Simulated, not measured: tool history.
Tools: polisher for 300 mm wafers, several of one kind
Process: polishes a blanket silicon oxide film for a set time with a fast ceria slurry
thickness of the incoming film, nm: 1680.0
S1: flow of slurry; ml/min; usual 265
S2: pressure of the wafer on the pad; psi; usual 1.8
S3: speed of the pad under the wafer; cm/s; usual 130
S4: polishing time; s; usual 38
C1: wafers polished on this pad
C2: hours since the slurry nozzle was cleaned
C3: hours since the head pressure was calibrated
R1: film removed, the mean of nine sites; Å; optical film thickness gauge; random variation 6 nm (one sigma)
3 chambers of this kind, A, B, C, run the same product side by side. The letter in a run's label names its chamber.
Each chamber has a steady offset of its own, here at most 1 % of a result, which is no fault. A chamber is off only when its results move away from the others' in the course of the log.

run,day,S1,S2,S3,S4,C1,C2,C3,R1
1A,0.271,265,1.8,130,38,748,146.9,80.5,4127.2
2B,0.529,265,1.8,130,38,262,93.7,1224.3,4096.3
3C,0.996,265,1.8,130,38,865,735.4,260.7,4214.9
4B,1.254,265,1.8,130,38,528,111.1,1241.7,4214.0
# day 1.292: chamber A: worn pad replaced by a new one
# day 1.496: chamber C: slurry nozzle cleaned
5A,1.550,265,1.8,130,38,96,177.6,111.2,4178.5
# day 1.621: chamber B: worn pad replaced by a new one
6C,1.992,265,1.8,130,38,1231,11.9,284.6,4218.1
7C,2.462,265,1.8,130,38,1404,23.2,295.9,4108.9
# day 2.612: chamber B: head pressure recalibrated
8A,2.679,265,1.8,130,38,511,204.7,138.3,4228.0
# day 2.808: chamber C: worn pad replaced by a new one
9B,3.108,265,1.8,130,38,547,155.6,11.9,4135.3
10B,3.496,265,1.8,130,38,690,164.9,21.2,4070.1
# day 3.654: chamber B: worn pad replaced by a new one
11C,3.788,265,1.8,130,38,361,55.0,327.7,4260.2
12A,4.283,265,1.8,130,38,1101,243.2,176.8,4052.9
# day 4.500: chamber A: worn pad replaced by a new one
# day 4.583: chamber A: slurry nozzle cleaned
13A,4.588,265,1.8,130,38,32,0.1,184.1,4211.4
14C,4.971,265,1.8,130,38,796,83.4,356.1,4152.6
15B,5.325,265,1.8,130,38,614,208.8,65.1,4137.5
# day 5.467: chamber B: worn pad replaced by a new one
16C,5.696,265,1.8,130,38,1062,100.8,373.5,4321.6
17B,6.142,265,1.3,130,27,248,228.4,84.7,2120.9
# day 6.417: chamber C: worn pad replaced by a new one
18A,6.567,265,1.3,130,27,759,47.6,231.6,2214.9
19A,6.862,265,1.3,130,27,868,54.7,238.7,2204.8
20C,7.312,265,1.8,130,38,330,139.6,412.3,4231.1
# day 7.467: chamber B: worn pad replaced by a new one
# day 7.483: chamber A: worn pad replaced by a new one
21B,7.796,265,1.8,130,38,121,268.1,124.4,4119.0
22C,8.100,265,1.8,170,32,619,158.5,431.2,4545.7
23B,8.504,265,1.8,170,32,381,285.1,141.4,4619.9
24A,8.988,265,1.8,170,32,554,105.7,289.7,4714.4
25C,9.208,265,1.8,130,38,1027,185.1,457.8,4202.0

What goes on in this fleet: one chamber off, a drifting gauge, or nothing beyond the chambers' own small offsets? Name the chamber and the cause, if any.

No chamber stands off beyond its own small offset, and the gauge holds steady.

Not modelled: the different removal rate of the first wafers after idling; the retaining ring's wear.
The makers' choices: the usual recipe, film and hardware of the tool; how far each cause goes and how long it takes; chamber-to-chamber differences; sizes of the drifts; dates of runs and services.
